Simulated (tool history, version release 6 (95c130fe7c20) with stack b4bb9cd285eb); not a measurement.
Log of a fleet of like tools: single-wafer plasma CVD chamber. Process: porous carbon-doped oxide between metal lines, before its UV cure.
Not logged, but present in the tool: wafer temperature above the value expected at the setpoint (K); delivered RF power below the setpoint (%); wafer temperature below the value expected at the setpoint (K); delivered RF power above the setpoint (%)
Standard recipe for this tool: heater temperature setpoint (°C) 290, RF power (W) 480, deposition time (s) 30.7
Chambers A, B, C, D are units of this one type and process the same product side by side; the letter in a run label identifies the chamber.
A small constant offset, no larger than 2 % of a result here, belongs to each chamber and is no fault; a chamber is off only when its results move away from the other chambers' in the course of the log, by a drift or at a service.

| run | hour | heater temperature setpoint (°C) | RF power (W) | deposition time (s) | hours since the last thermocouple change | hours since the last RF generator calibration | read-back reference wafer on the same gauge, thickness_nm | mean film thickness on the monitor wafer (Å) |
|---|---|---|---|---|---|---|---|---|
| 1C | 4.5 | 290 | 480 | 30.7 | 690.1 | 559.3 | 177.88 | 1701.7 |
| 2B | 9.2 | 290 | 480 | 30.7 | 1271.6 | 1367.4 | 177.94 | 1683.8 |
| 3A | 14.1 | 290 | 480 | 30.7 | 1605.1 | 1638.3 | 177.97 | 1697.3 |
| 4D | 18.8 | 290 | 480 | 30.7 | 783.8 | 2208.7 | 178.05 | 1695.1 |
| 5B | 24.1 | 290 | 480 | 30.7 | 1286.5 | 1382.3 | 178.02 | 1686.6 |
| 6A | 29.4 | 290 | 480 | 30.7 | 1620.4 | 1653.6 | 177.96 | 1690.5 |
| 7C | 35.2 | 290 | 480 | 30.7 | 720.8 | 590 | 177.9 | 1698.3 |
| 8D | 37.7 | 290 | 480 | 30.7 | 802.7 | 2227.6 | 178 | 1699.7 |
| 9B | 40.9 | 290 | 480 | 30.7 | 1303.3 | 1399.1 | 177.88 | 1683.9 |
| 10D | 43.7 | 290 | 480 | 30.7 | 808.7 | 2233.6 | 178.01 | 1708.6 |
| 11C | 47.1 | 290 | 480 | 30.7 | 732.7 | 601.9 | 177.96 | 1701.1 |
| 12A | 50.9 | 290 | 480 | 30.7 | 1641.9 | 1675.1 | 177.98 | 1690.1 |
| 13A | 55.4 | 290 | 480 | 30.7 | 1646.4 | 1679.6 | 177.94 | 1694.7 |
|  | 59.3 | chamber D: RF generator calibrated |
| 14B | 60.1 | 290 | 480 | 30.7 | 1322.5 | 1418.3 | 178 | 1678.9 |
| 15D | 64.9 | 290 | 480 | 30.7 | 829.9 | 5.7 | 177.97 | 1702.2 |
| 16C | 70.3 | 290 | 480 | 30.7 | 755.9 | 625.1 | 178.01 | 1700.7 |
| 17B | 74.5 | 290 | 480 | 30.7 | 1336.9 | 1432.7 | 177.96 | 1677.4 |
| 18C | 79.4 | 290 | 480 | 30.7 | 765 | 634.2 | 178.12 | 1703.4 |
| 19D | 83.1 | 290 | 480 | 30.7 | 848.1 | 23.9 | 177.97 | 1708.8 |
| 20A | 86.8 | 290 | 480 | 30.7 | 1677.8 | 1711 | 177.98 | 1702.1 |
| 21D | 92.3 | 290 | 480 | 30.7 | 857.3 | 33.1 | 178.02 | 1700.1 |
| 22C | 97.8 | 290 | 480 | 30.7 | 783.4 | 652.6 | 178 | 1699.4 |
| 23A | 102.7 | 290 | 480 | 30.7 | 1693.7 | 1726.9 | 177.96 | 1693.6 |
| 24B | 106.7 | 290 | 480 | 30.7 | 1369.1 | 1464.9 | 177.89 | 1678.6 |
| 25A | 111.5 | 290 | 480 | 30.7 | 1702.5 | 1735.7 | 178.07 | 1697.8 |
| 26C | 116.9 | 290 | 480 | 30.7 | 802.5 | 671.7 | 178.01 | 1696.6 |

Has any chamber moved away from the others, gradually or after a service, or does the common gauge drift, or do the chambers differ only by their own small steady offsets? State the chamber and the most likely cause if one applies.

No chamber is off and the gauge is stable; the differences are just each chamber's small, constant offset.

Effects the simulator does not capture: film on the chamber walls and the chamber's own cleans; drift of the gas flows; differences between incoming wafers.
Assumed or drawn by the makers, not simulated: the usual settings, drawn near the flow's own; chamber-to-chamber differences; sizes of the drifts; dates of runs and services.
